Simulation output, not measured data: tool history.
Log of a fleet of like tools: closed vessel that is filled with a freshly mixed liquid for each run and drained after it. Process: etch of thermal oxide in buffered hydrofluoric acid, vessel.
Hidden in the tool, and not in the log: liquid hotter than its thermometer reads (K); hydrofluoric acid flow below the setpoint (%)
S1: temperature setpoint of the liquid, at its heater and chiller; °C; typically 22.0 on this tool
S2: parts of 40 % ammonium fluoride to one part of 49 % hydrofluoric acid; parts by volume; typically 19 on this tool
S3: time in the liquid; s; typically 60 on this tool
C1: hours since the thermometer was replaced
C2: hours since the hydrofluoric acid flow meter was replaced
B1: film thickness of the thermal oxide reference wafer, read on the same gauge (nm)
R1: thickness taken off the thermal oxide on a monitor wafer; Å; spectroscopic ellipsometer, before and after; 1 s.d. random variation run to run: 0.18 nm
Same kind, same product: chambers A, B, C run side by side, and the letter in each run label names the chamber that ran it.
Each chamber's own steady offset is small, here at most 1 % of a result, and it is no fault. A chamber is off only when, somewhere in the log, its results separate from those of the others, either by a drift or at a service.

| run | hour | S1 | S2 | S3 | C1 | C2 | B1 | R1 |
|---|---|---|---|---|---|---|---|---|
| 1C | 12.6 | 22.0 | 19 | 60 | 745.0 | 1649.6 | 30.025 | 337.49 |
|  | 13.1 | chamber B: hydrofluoric acid flow meter replaced |
| 2B | 26.6 | 22.0 | 19 | 60 | 1356.5 | 13.6 | 30.006 | 338.76 |
| 3A | 38.5 | 22.0 | 19 | 60 | 980.9 | 215.9 | 30.022 | 343.21 |
| 4A | 53.4 | 22.0 | 19 | 60 | 995.8 | 230.8 | 29.987 | 346.49 |
| 5B | 68.2 | 22.0 | 19 | 60 | 1398.1 | 55.2 | 30.012 | 340.68 |
| 6C | 76.9 | 22.0 | 19 | 80 | 809.3 | 1713.9 | 29.990 | 450.90 |
| 7A | 88.7 | 22.0 | 19 | 80 | 1031.1 | 266.1 | 30.009 | 459.90 |
|  | 96.5 | chamber C: hydrofluoric acid flow meter replaced |
| 8B | 102.3 | 22.0 | 19 | 80 | 1432.2 | 89.3 | 29.988 | 453.55 |
| 9C | 110.2 | 22.0 | 19 | 60 | 842.6 | 13.7 | 29.978 | 337.33 |
| 10C | 120.0 | 22.0 | 19 | 60 | 852.4 | 23.5 | 30.024 | 339.21 |
| 11B | 135.3 | 22.0 | 19 | 60 | 1465.2 | 122.3 | 30.003 | 340.64 |
| 12A | 144.2 | 22.0 | 19 | 60 | 1086.6 | 321.6 | 29.988 | 339.18 |
| 13A | 155.8 | 22.0 | 19 | 60 | 1098.2 | 333.2 | 29.981 | 339.44 |
| 14C | 163.6 | 22.0 | 19 | 60 | 896.0 | 67.1 | 30.030 | 338.69 |
| 15B | 172.3 | 22.0 | 19 | 60 | 1502.2 | 159.3 | 29.990 | 337.60 |
| 16C | 187.6 | 22.0 | 19 | 60 | 920.0 | 91.1 | 30.027 | 337.78 |
| 17A | 200.5 | 22.0 | 19 | 60 | 1142.9 | 377.9 | 29.984 | 334.74 |
| 18B | 215.1 | 22.0 | 19 | 90 | 1545.0 | 202.1 | 29.982 | 512.28 |
|  | 223.2 | chamber C: thermometer replaced |
| 19C | 227.4 | 22.0 | 19 | 90 | 4.3 | 130.9 | 29.976 | 510.52 |
| 20A | 237.0 | 22.0 | 19 | 90 | 1179.4 | 414.4 | 29.963 | 496.35 |
| 21B | 248.6 | 24.5 | 19 | 60 | 1578.5 | 235.6 | 30.031 | 390.35 |
| 22B | 264.0 | 24.5 | 19 | 60 | 1593.9 | 251.0 | 29.972 | 387.05 |
| 23A | 277.4 | 24.5 | 19 | 60 | 1219.8 | 454.8 | 30.001 | 374.29 |
| 24C | 290.8 | 22.0 | 19 | 60 | 67.7 | 194.3 | 30.038 | 340.01 |
| 25B | 305.9 | 22.0 | 19 | 60 | 1635.8 | 292.9 | 29.978 | 344.31 |
| 26C | 313.4 | 22.0 | 19 | 60 | 90.3 | 216.9 | 29.958 | 338.55 |
| 27A | 328.1 | 22.0 | 19 | 60 | 1270.5 | 505.5 | 30.019 | 323.49 |
| 28A | 343.7 | 22.0 | 19 | 60 | 1286.1 | 521.1 | 30.007 | 321.06 |
| 29C | 359.3 | 22.0 | 26 | 85 | 136.2 | 262.8 | 29.966 | 383.28 |

Is one chamber out of step, is the gauge drifting, or do the chambers differ by no more than their own small offsets? For an off chamber, give its letter and the likeliest cause.

Chamber A drifts away from the others.
Likeliest cause: hydrofluoric acid flow below the setpoint (%) = 7.52.
The log might look much the same if the cause were instead: liquid colder than its thermometer reads (K).

Which of the 4 candidates below, each the usual settings with something changed and its results left as question marks, puts chamber A back in line with what the other chambers give on the usual settings?
Maximum distance from the other chambers' mean on the usual settings for a result to count as in line: R1 6.30 Å
| 30A-1 | 370.5 | 21.0 | 19.0 | 60 |  |  |  | ? |
| 30A-2 | 370.5 | 22.0 | 19.5 | 60 |  |  |  | ? |
| 30A-3 | 370.5 | 22.5 | 19.0 | 60 |  |  |  | ? |
| 30A-4 | 370.5 | 23.0 | 19.0 | 60 |  |  |  | ? |

Mean of the other chambers on the usual settings: R1 339.68 Å
| run | R1 |
|---|---|
| 30A-1 | 303.58 |
| 30A-2 | 315.33 |
| 30A-3 | 329.95 |
| 30A-4 | 339.18 |
30A-4 is the one that brings the chamber's results back in line with the other chambers.

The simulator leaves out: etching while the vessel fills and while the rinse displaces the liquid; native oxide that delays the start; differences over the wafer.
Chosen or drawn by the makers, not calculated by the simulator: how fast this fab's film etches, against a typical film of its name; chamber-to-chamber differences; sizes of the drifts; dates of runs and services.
